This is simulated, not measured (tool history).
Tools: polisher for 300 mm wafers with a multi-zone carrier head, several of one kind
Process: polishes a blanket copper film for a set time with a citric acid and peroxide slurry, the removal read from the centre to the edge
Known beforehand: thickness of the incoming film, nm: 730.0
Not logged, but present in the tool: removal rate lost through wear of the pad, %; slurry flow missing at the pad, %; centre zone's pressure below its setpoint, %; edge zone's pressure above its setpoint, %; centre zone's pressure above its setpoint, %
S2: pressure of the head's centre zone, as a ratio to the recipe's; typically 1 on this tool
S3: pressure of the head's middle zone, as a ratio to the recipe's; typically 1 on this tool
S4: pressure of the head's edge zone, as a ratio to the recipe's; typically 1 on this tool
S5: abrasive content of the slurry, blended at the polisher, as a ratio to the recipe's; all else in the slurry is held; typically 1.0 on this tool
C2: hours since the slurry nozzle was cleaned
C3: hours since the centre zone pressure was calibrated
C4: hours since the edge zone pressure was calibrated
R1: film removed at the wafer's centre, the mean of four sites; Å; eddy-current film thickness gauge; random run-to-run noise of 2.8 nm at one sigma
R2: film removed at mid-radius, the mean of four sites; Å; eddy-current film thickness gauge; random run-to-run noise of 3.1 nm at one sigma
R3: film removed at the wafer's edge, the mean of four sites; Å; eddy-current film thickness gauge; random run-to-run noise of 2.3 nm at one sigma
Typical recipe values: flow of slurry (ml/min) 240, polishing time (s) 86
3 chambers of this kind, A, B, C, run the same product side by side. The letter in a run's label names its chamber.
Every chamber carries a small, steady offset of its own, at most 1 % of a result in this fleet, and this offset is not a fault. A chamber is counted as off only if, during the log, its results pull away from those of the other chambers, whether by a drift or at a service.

{"hour": 0.2, "done": "chamber B: worn pad replaced by a new one"}
{"run": "1B", "hour": 8.8, "flow of slurry (ml/min)": 240, "S2": 1, "S3": 1, "S4": 1, "S5": 1.0, "polishing time (s)": 86, "wafers polished on this pad": 75, "C2": 14.5, "C3": 412.8, "C4": 561.0, "R1": 2404.3, "R2": 2401.3, "R3": 2426.9}
{"run": "2C", "hour": 16.8, "flow of slurry (ml/min)": 240, "S2": 1, "S3": 1, "S4": 1, "S5": 1.0, "polishing time (s)": 86, "wafers polished on this pad": 633, "C2": 194.5, "C3": 106.5, "C4": 130.7, "R1": 2416.2, "R2": 2407.4, "R3": 2436.1}
{"hour": 21.8, "done": "chamber A: worn pad replaced by a new one"}
{"run": "3A", "hour": 24.9, "flow of slurry (ml/min)": 240, "S2": 1, "S3": 1, "S4": 1, "S5": 1.0, "polishing time (s)": 86, "wafers polished on this pad": 27, "C2": 364.5, "C3": 344.5, "C4": 374.4, "R1": 2370.7, "R2": 2403.0, "R3": 2397.5}
{"run": "4B", "hour": 38.4, "flow of slurry (ml/min)": 240, "S2": 1, "S3": 1, "S4": 1, "S5": 1.0, "polishing time (s)": 86, "wafers polished on this pad": 334, "C2": 44.1, "C3": 442.4, "C4": 590.6, "R1": 2392.0, "R2": 2415.0, "R3": 2462.5}
{"run": "5C", "hour": 46.9, "flow of slurry (ml/min)": 240, "S2": 1, "S3": 1, "S4": 1, "S5": 1.0, "polishing time (s)": 86, "wafers polished on this pad": 897, "C2": 224.6, "C3": 136.6, "C4": 160.8, "R1": 2423.1, "R2": 2449.2, "R3": 2417.0}
{"run": "6A", "hour": 53.7, "flow of slurry (ml/min)": 240, "S2": 1, "S3": 1, "S4": 1, "S5": 1.0, "polishing time (s)": 86, "wafers polished on this pad": 279, "C2": 393.3, "C3": 373.3, "C4": 403.2, "R1": 2388.2, "R2": 2362.5, "R3": 2429.9}
{"hour": 56.0, "done": "chamber B: edge zone pressure recalibrated"}
{"run": "7B", "hour": 67.7, "flow of slurry (ml/min)": 240, "S2": 1, "S3": 1, "S4": 1, "S5": 1.0, "polishing time (s)": 86, "wafers polished on this pad": 590, "C2": 73.4, "C3": 471.7, "C4": 11.8, "R1": 2389.1, "R2": 2404.3, "R3": 2396.5}
{"hour": 69.1, "done": "chamber A: slurry nozzle cleaned"}
{"run": "8A", "hour": 82.2, "flow of slurry (ml/min)": 295, "S2": 1, "S3": 1, "S4": 1, "S5": 1.0, "polishing time (s)": 86, "wafers polished on this pad": 528, "C2": 13.1, "C3": 401.8, "C4": 431.7, "R1": 2446.8, "R2": 2470.9, "R3": 2437.7}
{"run": "9C", "hour": 92.4, "flow of slurry (ml/min)": 295, "S2": 1, "S3": 1, "S4": 1, "S5": 1.0, "polishing time (s)": 86, "wafers polished on this pad": 1295, "C2": 270.1, "C3": 182.1, "C4": 206.3, "R1": 2447.5, "R2": 2473.6, "R3": 2409.3}
{"hour": 92.6, "done": "chamber A: worn pad replaced by a new one"}
{"hour": 100.1, "done": "chamber C: worn pad replaced by a new one"}
{"run": "10A", "hour": 105.0, "flow of slurry (ml/min)": 295, "S2": 1, "S3": 1, "S4": 1, "S5": 1.0, "polishing time (s)": 86, "wafers polished on this pad": 108, "C2": 35.9, "C3": 424.6, "C4": 454.5, "R1": 2482.8, "R2": 2488.5, "R3": 2413.0}
{"hour": 105.1, "done": "chamber A: centre zone pressure recalibrated"}
{"run": "11C", "hour": 113.5, "flow of slurry (ml/min)": 240, "S2": 1, "S3": 1, "S4": 1, "S5": 1.0, "polishing time (s)": 86, "wafers polished on this pad": 117, "C2": 291.2, "C3": 203.2, "C4": 227.4, "R1": 2402.2, "R2": 2429.9, "R3": 2404.8}
{"hour": 116.6, "done": "chamber B: worn pad replaced by a new one"}
{"run": "12B", "hour": 122.8, "flow of slurry (ml/min)": 240, "S2": 1, "S3": 1, "S4": 1, "S5": 1.0, "polishing time (s)": 86, "wafers polished on this pad": 54, "C2": 128.5, "C3": 526.8, "C4": 66.9, "R1": 2389.3, "R2": 2385.4, "R3": 2409.7}
{"run": "13C", "hour": 137.1, "flow of slurry (ml/min)": 240, "S2": 1, "S3": 1, "S4": 1, "S5": 1.0, "polishing time (s)": 86, "wafers polished on this pad": 324, "C2": 314.8, "C3": 226.8, "C4": 251.0, "R1": 2395.5, "R2": 2458.3, "R3": 2445.5}
{"run": "14A", "hour": 149.9, "flow of slurry (ml/min)": 240, "S2": 1, "S3": 1, "S4": 1, "S5": 1.0, "polishing time (s)": 86, "wafers polished on this pad": 501, "C2": 80.8, "C3": 44.9, "C4": 499.4, "R1": 2371.8, "R2": 2409.2, "R3": 2404.5}
{"run": "15B", "hour": 163.5, "flow of slurry (ml/min)": 240, "S2": 1, "S3": 1, "S4": 1, "S5": 1.0, "polishing time (s)": 86, "wafers polished on this pad": 410, "C2": 169.2, "C3": 567.5, "C4": 107.6, "R1": 2330.3, "R2": 2445.6, "R3": 2441.9}
{"run": "16C", "hour": 172.5, "flow of slurry (ml/min)": 240, "S2": 1, "S3": 1, "S4": 1, "S5": 1.0, "polishing time (s)": 86, "wafers polished on this pad": 634, "C2": 350.2, "C3": 262.2, "C4": 286.4, "R1": 2398.9, "R2": 2433.9, "R3": 2434.8}
{"hour": 177.7, "done": "chamber A: worn pad replaced by a new one"}
{"run": "17B", "hour": 180.4, "flow of slurry (ml/min)": 240, "S2": 1, "S3": 1, "S4": 1, "S5": 1.0, "polishing time (s)": 86, "wafers polished on this pad": 558, "C2": 186.1, "C3": 584.4, "C4": 124.5, "R1": 2342.4, "R2": 2418.5, "R3": 2478.0}
{"run": "18A", "hour": 189.3, "flow of slurry (ml/min)": 240, "S2": 1, "S3": 1, "S4": 1, "S5": 1.0, "polishing time (s)": 86, "wafers polished on this pad": 101, "C2": 120.2, "C3": 84.3, "C4": 538.8, "R1": 2365.0, "R2": 2426.2, "R3": 2372.1}
{"run": "19A", "hour": 203.8, "flow of slurry (ml/min)": 240, "S2": 1, "S3": 1, "S4": 1, "S5": 1.0, "polishing time (s)": 86, "wafers polished on this pad": 228, "C2": 134.7, "C3": 98.8, "C4": 553.3, "R1": 2455.7, "R2": 2398.2, "R3": 2426.2}
{"hour": 210.4, "done": "chamber B: worn pad replaced by a new one"}
{"run": "20C", "hour": 214.9, "flow of slurry (ml/min)": 240, "S2": 1, "S3": 1, "S4": 1, "S5": 1.0, "polishing time (s)": 86, "wafers polished on this pad": 1004, "C2": 392.6, "C3": 304.6, "C4": 328.8, "R1": 2377.6, "R2": 2400.8, "R3": 2419.8}
{"hour": 224.7, "done": "chamber C: centre zone pressure recalibrated"}
{"run": "21B", "hour": 227.5, "flow of slurry (ml/min)": 240, "S2": 1, "S3": 1, "S4": 1, "S5": 1.0, "polishing time (s)": 86, "wafers polished on this pad": 149, "C2": 233.2, "C3": 631.5, "C4": 171.6, "R1": 2321.6, "R2": 2436.5, "R3": 2419.7}
{"run": "22B", "hour": 241.4, "flow of slurry (ml/min)": 240, "S2": 1, "S3": 1, "S4": 1, "S5": 1.0, "polishing time (s)": 86, "wafers polished on this pad": 271, "C2": 247.1, "C3": 645.4, "C4": 185.5, "R1": 2299.3, "R2": 2392.8, "R3": 2426.3}
{"run": "23A", "hour": 248.0, "flow of slurry (ml/min)": 240, "S2": 1, "S3": 1, "S4": 1, "S5": 1.0, "polishing time (s)": 86, "wafers polished on this pad": 615, "C2": 178.9, "C3": 143.0, "C4": 597.5, "R1": 2425.6, "R2": 2463.3, "R3": 2392.5}
{"hour": 255.7, "done": "chamber C: worn pad replaced by a new one"}
{"run": "24C", "hour": 256.0, "flow of slurry (ml/min)": 240, "S2": 1, "S3": 1, "S4": 1, "S5": 0.8, "polishing time (s)": 86, "wafers polished on this pad": 3, "C2": 433.7, "C3": 31.4, "C4": 369.9, "R1": 2242.6, "R2": 2342.1, "R3": 2317.1}
{"hour": 267.3, "done": "chamber A: worn pad replaced by a new one"}
{"run": "25C", "hour": 270.7, "flow of slurry (ml/min)": 240, "S2": 1, "S3": 1, "S4": 1, "S5": 0.8, "polishing time (s)": 86, "wafers polished on this pad": 131, "C2": 448.4, "C3": 46.1, "C4": 384.6, "R1": 2269.2, "R2": 2309.3, "R3": 2302.2}
{"run": "26B", "hour": 285.1, "flow of slurry (ml/min)": 240, "S2": 1, "S3": 1, "S4": 1, "S5": 0.8, "polishing time (s)": 86, "wafers polished on this pad": 653, "C2": 290.8, "C3": 689.1, "C4": 229.2, "R1": 2158.1, "R2": 2337.1, "R3": 2306.8}
{"hour": 286.7, "done": "chamber C: slurry nozzle cleaned"}
{"run": "27A", "hour": 299.2, "flow of slurry (ml/min)": 240, "S2": 1, "S3": 1, "S4": 1, "S5": 1.0, "polishing time (s)": 86, "wafers polished on this pad": 279, "C2": 230.1, "C3": 194.2, "C4": 648.7, "R1": 2421.2, "R2": 2384.4, "R3": 2410.4}
{"run": "28B", "hour": 305.5, "flow of slurry (ml/min)": 240, "S2": 1, "S3": 1, "S4": 1, "S5": 1.0, "polishing time (s)": 86, "wafers polished on this pad": 832, "C2": 311.2, "C3": 709.5, "C4": 249.6, "R1": 2272.3, "R2": 2400.9, "R3": 2420.1}
{"run": "29A", "hour": 313.2, "flow of slurry (ml/min)": 240, "S2": 1, "S3": 1, "S4": 1, "S5": 1.0, "polishing time (s)": 86, "wafers polished on this pad": 401, "C2": 244.1, "C3": 208.2, "C4": 662.7, "R1": 2358.9, "R2": 2358.8, "R3": 2460.1}
{"hour": 316.5, "done": "chamber B: worn pad replaced by a new one"}
{"run": "30C", "hour": 324.4, "flow of slurry (ml/min)": 240, "S2": 1, "S3": 1, "S4": 1, "S5": 1.2, "polishing time (s)": 86, "wafers polished on this pad": 601, "C2": 37.8, "C3": 99.8, "C4": 438.3, "R1": 2470.5, "R2": 2516.9, "R3": 2528.6}
{"run": "31A", "hour": 336.2, "flow of slurry (ml/min)": 240, "S2": 1, "S3": 1, "S4": 1, "S5": 1.2, "polishing time (s)": 86, "wafers polished on this pad": 602, "C2": 267.1, "C3": 231.2, "C4": 685.7, "R1": 2509.9, "R2": 2474.9, "R3": 2511.5}
{"run": "32B", "hour": 345.6, "flow of slurry (ml/min)": 240, "S2": 1, "S3": 1, "S4": 1, "S5": 1.2, "polishing time (s)": 86, "wafers polished on this pad": 255, "C2": 351.3, "C3": 749.6, "C4": 289.7, "R1": 2292.3, "R2": 2480.7, "R3": 2496.3}
{"run": "33C", "hour": 354.3, "flow of slurry (ml/min)": 240, "S2": 1, "S3": 1, "S4": 1, "S5": 1.0, "polishing time (s)": 86, "wafers polished on this pad": 862, "C2": 67.7, "C3": 129.7, "C4": 468.2, "R1": 2397.1, "R2": 2452.7, "R3": 2402.6}
{"hour": 361.0, "done": "chamber A: worn pad replaced by a new one"}
{"run": "34A", "hour": 363.2, "flow of slurry (ml/min)": 240, "S2": 1, "S3": 1, "S4": 1, "S5": 1.0, "polishing time (s)": 86, "wafers polished on this pad": 19, "C2": 294.1, "C3": 258.2, "C4": 712.7, "R1": 2386.6, "R2": 2424.7, "R3": 2383.5}
{"run": "35C", "hour": 373.2, "flow of slurry (ml/min)": 240, "S2": 1, "S3": 1, "S4": 1, "S5": 1.0, "polishing time (s)": 86, "wafers polished on this pad": 1028, "C2": 86.6, "C3": 148.6, "C4": 487.1, "R1": 2382.4, "R2": 2443.2, "R3": 2431.4}

Is one chamber out of step, is the gauge drifting, or do the chambers differ by no more than their own small offsets? For an off chamber, give its letter and the likeliest cause.

It is chamber B that slowly wanders off from its peers.
Likeliest cause: centre zone's pressure below its setpoint, % = 6.92.

Chamber B could run next with any of the 4 candidate recipes listed below; each alters the usual settings, and their results appear as question marks. Which one brings its results back in line with what the other chambers deliver on the usual settings?
In-line tolerance around the mean of the other chambers on the usual settings: R1 97.0 Å; R2 110.0 Å; R3 81.0 Å
{"run": "36B-1", "hour": 383.7, "flow of slurry (ml/min)": 245, "S2": 1.06, "S3": 0.99, "S4": 0.98, "S5": 1.0, "polishing time (s)": 86, "R1": "?", "R2": "?", "R3": "?"}
{"run": "36B-2", "hour": 383.7, "flow of slurry (ml/min)": 235, "S2": 0.94, "S3": 1.01, "S4": 1.02, "S5": 1.0, "polishing time (s)": 86, "R1": "?", "R2": "?", "R3": "?"}
{"run": "36B-3", "hour": 383.7, "flow of slurry (ml/min)": 250, "S2": 1.13, "S3": 0.99, "S4": 0.95, "S5": 1.0, "polishing time (s)": 87, "R1": "?", "R2": "?", "R3": "?"}
{"run": "36B-4", "hour": 383.7, "flow of slurry (ml/min)": 230, "S2": 0.87, "S3": 1.01, "S4": 1.05, "S5": 1.0, "polishing time (s)": 85, "R1": "?", "R2": "?", "R3": "?"}

What the other chambers average on the usual settings: R1 2385.6 Å; R2 2420.5 Å; R3 2416.8 Å
run=36B-1 R1=2357.7 R2=2388.4 R3=2400.8
run=36B-2 R1=2052.8 R2=2422.0 R3=2441.6
run=36B-3 R1=2565.1 R2=2421.1 R3=2394.5
run=36B-4 R1=1855.1 R2=2388.2 R3=2445.6
It is 36B-1 that realigns the chamber with its peers.
